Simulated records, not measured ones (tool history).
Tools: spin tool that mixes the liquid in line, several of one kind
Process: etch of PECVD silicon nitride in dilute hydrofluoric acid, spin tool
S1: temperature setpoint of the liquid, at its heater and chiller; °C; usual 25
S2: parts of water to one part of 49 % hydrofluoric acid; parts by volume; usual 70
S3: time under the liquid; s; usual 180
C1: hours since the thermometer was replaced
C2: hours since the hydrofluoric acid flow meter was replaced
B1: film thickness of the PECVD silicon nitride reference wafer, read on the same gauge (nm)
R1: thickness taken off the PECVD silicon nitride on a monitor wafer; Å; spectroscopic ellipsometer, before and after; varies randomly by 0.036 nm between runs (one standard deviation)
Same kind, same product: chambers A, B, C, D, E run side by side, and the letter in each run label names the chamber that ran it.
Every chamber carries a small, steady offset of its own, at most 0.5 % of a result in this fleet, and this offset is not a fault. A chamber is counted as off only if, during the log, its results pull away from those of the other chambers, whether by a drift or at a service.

run 1C hour=14.4 | S1=25 S2=70 S3=180 | C1=509.4 C2=1478.9 | B1=40.002 | R1=70.357
-- hour=18.9 chamber A: thermometer replaced
run 2B hour=25.3 | S1=25 S2=70 S3=180 | C1=643.3 C2=1231.4 | B1=39.994 | R1=70.425
run 3E hour=34.7 | S1=25 S2=70 S3=180 | C1=1057.8 C2=1294.4 | B1=40.01 | R1=69.788
run 4A hour=42 | S1=25 S2=70 S3=180 | C1=23.2 C2=306.2 | B1=39.983 | R1=69.602
run 5D hour=53.2 | S1=25 S2=85 S3=180 | C1=53.4 C2=1421.2 | B1=39.977 | R1=57.687
run 6D hour=67.2 | S1=25 S2=85 S3=180 | C1=67.4 C2=1435.2 | B1=39.991 | R1=58.185
run 7E hour=75 | S1=25 S2=85 S3=180 | C1=1098.1 C2=1334.7 | B1=39.989 | R1=57.897
run 8A hour=91.7 | S1=25 S2=85 S3=180 | C1=72.9 C2=355.9 | B1=39.989 | R1=57.647
run 9B hour=106.9 | S1=25 S2=85 S3=180 | C1=724.9 C2=1313 | B1=40.008 | R1=58.398
run 10C hour=122.7 | S1=25 S2=70 S3=180 | C1=617.7 C2=1587.2 | B1=40.005 | R1=71.179
-- hour=123.6 chamber C: hydrofluoric acid flow meter replaced
run 11A hour=136.5 | S1=25 S2=70 S3=180 | C1=117.7 C2=400.7 | B1=40.017 | R1=70.487
run 12C hour=144.6 | S1=25 S2=70 S3=180 | C1=639.6 C2=21 | B1=40 | R1=69.667
run 13E hour=153.7 | S1=25 S2=70 S3=180 | C1=1176.8 C2=1413.4 | B1=40.021 | R1=70.407
run 14B hour=163 | S1=25 S2=70 S3=180 | C1=781 C2=1369.1 | B1=39.987 | R1=70.412
run 15D hour=177.4 | S1=25 S2=70 S3=180 | C1=177.6 C2=1545.4 | B1=40.005 | R1=69.528
run 16E hour=193.3 | S1=25 S2=70 S3=180 | C1=1216.4 C2=1453 | B1=40.01 | R1=70.158
run 17C hour=202.7 | S1=25 S2=70 S3=180 | C1=697.7 C2=79.1 | B1=39.992 | R1=70.659
run 18B hour=212.9 | S1=23 S2=70 S3=215 | C1=830.9 C2=1419 | B1=40.02 | R1=73.988
run 19D hour=221.7 | S1=23 S2=70 S3=215 | C1=221.9 C2=1589.7 | B1=39.977 | R1=73.483
-- hour=225.6 chamber C: thermometer replaced
run 20A hour=235.5 | S1=23 S2=70 S3=215 | C1=216.7 C2=499.7 | B1=39.995 | R1=73.006
run 21D hour=247.9 | S1=23 S2=70 S3=215 | C1=248.1 C2=1615.9 | B1=39.995 | R1=72.436
run 22B hour=258.7 | S1=23 S2=70 S3=215 | C1=876.7 C2=1464.8 | B1=39.992 | R1=73.916
run 23E hour=266.9 | S1=25 S2=70 S3=180 | C1=1290 C2=1526.6 | B1=39.992 | R1=69.616
run 24C hour=281.3 | S1=25 S2=70 S3=180 | C1=55.8 C2=157.7 | B1=40.014 | R1=70.28
run 25A hour=293 | S1=25 S2=70 S3=280 | C1=274.2 C2=557.2 | B1=39.999 | R1=109.58
run 26A hour=303.3 | S1=25 S2=70 S3=280 | C1=284.5 C2=567.5 | B1=40.005 | R1=108.75
run 27B hour=319.8 | S1=25 S2=70 S3=280 | C1=937.8 C2=1525.9 | B1=39.997 | R1=110.17
run 28C hour=334.7 | S1=25 S2=70 S3=280 | C1=109.2 C2=211.1 | B1=40.001 | R1=111.15
run 29E hour=348 | S1=25 S2=70 S3=280 | C1=1371.1 C2=1607.7 | B1=40.008 | R1=108.47
run 30D hour=363.2 | S1=25 S2=70 S3=180 | C1=363.4 C2=1731.2 | B1=40.016 | R1=69.732
run 31E hour=373.5 | S1=25 S2=70 S3=180 | C1=1396.6 C2=1633.2 | B1=39.992 | R1=70.84
run 32A hour=387.2 | S1=25 S2=70 S3=180 | C1=368.4 C2=651.4 | B1=39.978 | R1=70.389
run 33C hour=402.7 | S1=25 S2=100 S3=180 | C1=177.2 C2=279.1 | B1=40.013 | R1=49.511
run 34D hour=415.7 | S1=25 S2=100 S3=180 | C1=415.9 C2=1783.7 | B1=40.002 | R1=49.285
run 35B hour=426.1 | S1=25 S2=100 S3=180 | C1=1044.1 C2=1632.2 | B1=40.006 | R1=49.686

Does one chamber stand apart from the rest, does the shared gauge drift, or is all well apart from small per-chamber offsets? Give the chamber and the most likely cause, where there is one.

The fleet is healthy, with each chamber sitting at its usual small offset and no drift in the gauge.

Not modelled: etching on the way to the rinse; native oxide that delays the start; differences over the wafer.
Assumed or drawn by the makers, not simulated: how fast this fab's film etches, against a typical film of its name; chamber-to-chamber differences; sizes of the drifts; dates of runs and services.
